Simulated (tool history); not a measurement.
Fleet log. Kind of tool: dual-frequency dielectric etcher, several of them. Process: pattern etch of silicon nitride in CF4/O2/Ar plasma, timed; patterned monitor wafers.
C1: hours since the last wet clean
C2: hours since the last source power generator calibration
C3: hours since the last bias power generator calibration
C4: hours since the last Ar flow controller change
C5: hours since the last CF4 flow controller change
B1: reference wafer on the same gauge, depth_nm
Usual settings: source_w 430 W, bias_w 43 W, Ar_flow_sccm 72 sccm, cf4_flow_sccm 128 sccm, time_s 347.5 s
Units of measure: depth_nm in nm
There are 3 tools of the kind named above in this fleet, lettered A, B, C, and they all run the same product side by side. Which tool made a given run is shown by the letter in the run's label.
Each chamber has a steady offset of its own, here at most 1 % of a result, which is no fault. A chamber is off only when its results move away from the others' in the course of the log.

run 1C hour=13.1 | source_w=430 bias_w=43 Ar_flow_sccm=72 cf4_flow_sccm=128 time_s=347.5 | C1=46.4 C2=1052.5 C3=542.3 C4=14.0 C5=102.8 | B1=625.84 | depth_nm=584.37
run 2B hour=26.6 | source_w=430 bias_w=43 Ar_flow_sccm=72 cf4_flow_sccm=128 time_s=347.5 | C1=37.5 C2=1740.3 C3=997.9 C4=43.0 C5=4029.2 | B1=625.78 | depth_nm=585.77
run 3A hour=38.9 | source_w=430 bias_w=43 Ar_flow_sccm=72 cf4_flow_sccm=128 time_s=347.5 | C1=653.4 C2=2891.0 C3=1237.7 C4=2506.2 C5=252.3 | B1=625.64 | depth_nm=577.73
run 4C hour=51.5 | source_w=430 bias_w=43 Ar_flow_sccm=72 cf4_flow_sccm=128 time_s=347.5 | C1=84.8 C2=1090.9 C3=580.7 C4=52.4 C5=141.2 | B1=625.59 | depth_nm=582.31
run 5B hour=66.9 | source_w=430 bias_w=43 Ar_flow_sccm=72 cf4_flow_sccm=128 time_s=347.5 | C1=77.8 C2=1780.6 C3=1038.2 C4=83.3 C5=4069.5 | B1=625.45 | depth_nm=586.78
run 6A hour=80.6 | source_w=430 bias_w=43 Ar_flow_sccm=72 cf4_flow_sccm=128 time_s=347.5 | C1=695.1 C2=2932.7 C3=1279.4 C4=2547.9 C5=294.0 | B1=625.56 | depth_nm=577.42
run 7A hour=94.6 | source_w=430 bias_w=43 Ar_flow_sccm=72 cf4_flow_sccm=128 time_s=347.5 | C1=709.1 C2=2946.7 C3=1293.4 C4=2561.9 C5=308.0 | B1=625.34 | depth_nm=578.76
run 8B hour=103.3 | source_w=430 bias_w=43 Ar_flow_sccm=89 cf4_flow_sccm=128 time_s=404.0 | C1=114.2 C2=1817.0 C3=1074.6 C4=119.7 C5=4105.9 | B1=625.23 | depth_nm=667.38
-- hour=107.2 chamber A: wet clean of the chamber
run 9C hour=113.2 | source_w=430 bias_w=43 Ar_flow_sccm=89 cf4_flow_sccm=128 time_s=404.0 | C1=146.5 C2=1152.6 C3=642.4 C4=114.1 C5=202.9 | B1=624.91 | depth_nm=660.41
run 10B hour=120.5 | source_w=430 bias_w=43 Ar_flow_sccm=89 cf4_flow_sccm=128 time_s=404.0 | C1=131.4 C2=1834.2 C3=1091.8 C4=136.9 C5=4123.1 | B1=625.10 | depth_nm=667.24
run 11A hour=131.9 | source_w=430 bias_w=43 Ar_flow_sccm=72 cf4_flow_sccm=128 time_s=347.5 | C1=24.8 C2=2984.0 C3=1330.7 C4=2599.2 C5=345.3 | B1=624.95 | depth_nm=577.58
run 12C hour=142.0 | source_w=430 bias_w=43 Ar_flow_sccm=72 cf4_flow_sccm=128 time_s=347.5 | C1=175.3 C2=1181.4 C3=671.2 C4=142.9 C5=231.7 | B1=624.67 | depth_nm=583.49
run 13A hour=154.5 | source_w=430 bias_w=43 Ar_flow_sccm=72 cf4_flow_sccm=128 time_s=347.5 | C1=47.4 C2=3006.6 C3=1353.3 C4=2621.8 C5=367.9 | B1=624.70 | depth_nm=577.76
run 14C hour=168.6 | source_w=430 bias_w=43 Ar_flow_sccm=72 cf4_flow_sccm=128 time_s=347.5 | C1=201.9 C2=1208.0 C3=697.8 C4=169.5 C5=258.3 | B1=624.61 | depth_nm=579.39
run 15B hour=183.9 | source_w=430 bias_w=43 Ar_flow_sccm=72 cf4_flow_sccm=128 time_s=347.5 | C1=194.8 C2=1897.6 C3=1155.2 C4=200.3 C5=4186.5 | B1=624.63 | depth_nm=584.87
run 16B hour=196.1 | source_w=430 bias_w=43 Ar_flow_sccm=72 cf4_flow_sccm=128 time_s=347.5 | C1=207.0 C2=1909.8 C3=1167.4 C4=212.5 C5=4198.7 | B1=624.47 | depth_nm=585.24
run 17C hour=210.3 | source_w=510 bias_w=43 Ar_flow_sccm=72 cf4_flow_sccm=128 time_s=347.5 | C1=243.6 C2=1249.7 C3=739.5 C4=211.2 C5=300.0 | B1=624.34 | depth_nm=675.36
run 18A hour=222.4 | source_w=510 bias_w=43 Ar_flow_sccm=72 cf4_flow_sccm=128 time_s=347.5 | C1=115.3 C2=3074.5 C3=1421.2 C4=2689.7 C5=435.8 | B1=624.06 | depth_nm=671.27
run 19C hour=235.7 | source_w=510 bias_w=43 Ar_flow_sccm=72 cf4_flow_sccm=128 time_s=347.5 | C1=269.0 C2=1275.1 C3=764.9 C4=236.6 C5=325.4 | B1=624.15 | depth_nm=676.09
run 20A hour=246.8 | source_w=430 bias_w=43 Ar_flow_sccm=72 cf4_flow_sccm=128 time_s=347.5 | C1=139.7 C2=3098.9 C3=1445.6 C4=2714.1 C5=460.2 | B1=624.05 | depth_nm=576.82
run 21B hour=255.6 | source_w=430 bias_w=43 Ar_flow_sccm=72 cf4_flow_sccm=128 time_s=347.5 | C1=266.5 C2=1969.3 C3=1226.9 C4=272.0 C5=4258.2 | B1=623.77 | depth_nm=583.52
run 22A hour=270.9 | source_w=430 bias_w=43 Ar_flow_sccm=72 cf4_flow_sccm=158 time_s=382.5 | C1=163.8 C2=3123.0 C3=1469.7 C4=2738.2 C5=484.3 | B1=623.64 | depth_nm=645.35
run 23C hour=280.9 | source_w=430 bias_w=43 Ar_flow_sccm=72 cf4_flow_sccm=158 time_s=382.5 | C1=314.2 C2=1320.3 C3=810.1 C4=281.8 C5=370.6 | B1=623.50 | depth_nm=652.18
run 24B hour=290.2 | source_w=430 bias_w=43 Ar_flow_sccm=72 cf4_flow_sccm=158 time_s=382.5 | C1=301.1 C2=2003.9 C3=1261.5 C4=306.6 C5=4292.8 | B1=623.60 | depth_nm=656.49
run 25A hour=298.6 | source_w=430 bias_w=43 Ar_flow_sccm=72 cf4_flow_sccm=128 time_s=347.5 | C1=191.5 C2=3150.7 C3=1497.4 C4=2765.9 C5=512.0 | B1=623.45 | depth_nm=576.10
-- hour=303.8 chamber C: wet clean of the chamber
run 26B hour=309.3 | source_w=430 bias_w=43 Ar_flow_sccm=72 cf4_flow_sccm=128 time_s=347.5 | C1=320.2 C2=2023.0 C3=1280.6 C4=325.7 C5=4311.9 | B1=623.63 | depth_nm=582.70
run 27C hour=324.7 | source_w=430 bias_w=43 Ar_flow_sccm=72 cf4_flow_sccm=128 time_s=347.5 | C1=21.0 C2=1364.1 C3=853.9 C4=325.6 C5=414.4 | B1=623.21 | depth_nm=580.28
run 28A hour=336.0 | source_w=430 bias_w=43 Ar_flow_sccm=72 cf4_flow_sccm=128 time_s=347.5 | C1=228.9 C2=3188.1 C3=1534.8 C4=2803.3 C5=549.4 | B1=623.06 | depth_nm=577.72
run 29B hour=348.7 | source_w=430 bias_w=43 Ar_flow_sccm=72 cf4_flow_sccm=128 time_s=347.5 | C1=359.6 C2=2062.4 C3=1320.0 C4=365.1 C5=4351.3 | B1=622.97 | depth_nm=583.81
run 30C hour=357.4 | source_w=430 bias_w=43 Ar_flow_sccm=72 cf4_flow_sccm=128 time_s=347.5 | C1=53.7 C2=1396.8 C3=886.6 C4=358.3 C5=447.1 | B1=622.97 | depth_nm=578.99
run 31A hour=365.1 | source_w=430 bias_w=43 Ar_flow_sccm=72 cf4_flow_sccm=128 time_s=347.5 | C1=258.0 C2=3217.2 C3=1563.9 C4=2832.4 C5=578.5 | B1=622.90 | depth_nm=577.45
run 32B hour=374.6 | source_w=430 bias_w=43 Ar_flow_sccm=72 cf4_flow_sccm=128 time_s=347.5 | C1=385.5 C2=2088.3 C3=1345.9 C4=391.0 C5=4377.2 | B1=622.67 | depth_nm=582.76
run 33C hour=387.5 | source_w=430 bias_w=43 Ar_flow_sccm=72 cf4_flow_sccm=128 time_s=347.5 | C1=83.8 C2=1426.9 C3=916.7 C4=388.4 C5=477.2 | B1=622.83 | depth_nm=580.14
run 34A hour=396.3 | source_w=430 bias_w=43 Ar_flow_sccm=72 cf4_flow_sccm=128 time_s=347.5 | C1=289.2 C2=3248.4 C3=1595.1 C4=2863.6 C5=609.7 | B1=622.87 | depth_nm=574.80
run 35B hour=405.4 | source_w=430 bias_w=43 Ar_flow_sccm=72 cf4_flow_sccm=128 time_s=347.5 | C1=416.3 C2=2119.1 C3=1376.7 C4=421.8 C5=4408.0 | B1=622.87 | depth_nm=582.58
run 36C hour=419.7 | source_w=430 bias_w=43 Ar_flow_sccm=72 cf4_flow_sccm=128 time_s=347.5 | C1=116.0 C2=1459.1 C3=948.9 C4=420.6 C5=509.4 | B1=622.66 | depth_nm=578.09
run 37B hour=432.0 | source_w=510 bias_w=43 Ar_flow_sccm=72 cf4_flow_sccm=144 time_s=347.5 | C1=442.9 C2=2145.7 C3=1403.3 C4=448.4 C5=4434.6 | B1=622.42 | depth_nm=689.42

Predict what each chamber gives when all 3 of them run the settings below next.
run 38A hour=443.0 | source_w=430 bias_w=43 Ar_flow_sccm=72 cf4_flow_sccm=128 time_s=259.5 | depth_nm=?
run 38B hour=443.0 | source_w=430 bias_w=43 Ar_flow_sccm=72 cf4_flow_sccm=128 time_s=259.5 | depth_nm=?
run 38C hour=443.0 | source_w=430 bias_w=43 Ar_flow_sccm=72 cf4_flow_sccm=128 time_s=259.5 | depth_nm=?

run=38A depth_nm=429.65
run=38B depth_nm=434.31
run=38C depth_nm=433.65

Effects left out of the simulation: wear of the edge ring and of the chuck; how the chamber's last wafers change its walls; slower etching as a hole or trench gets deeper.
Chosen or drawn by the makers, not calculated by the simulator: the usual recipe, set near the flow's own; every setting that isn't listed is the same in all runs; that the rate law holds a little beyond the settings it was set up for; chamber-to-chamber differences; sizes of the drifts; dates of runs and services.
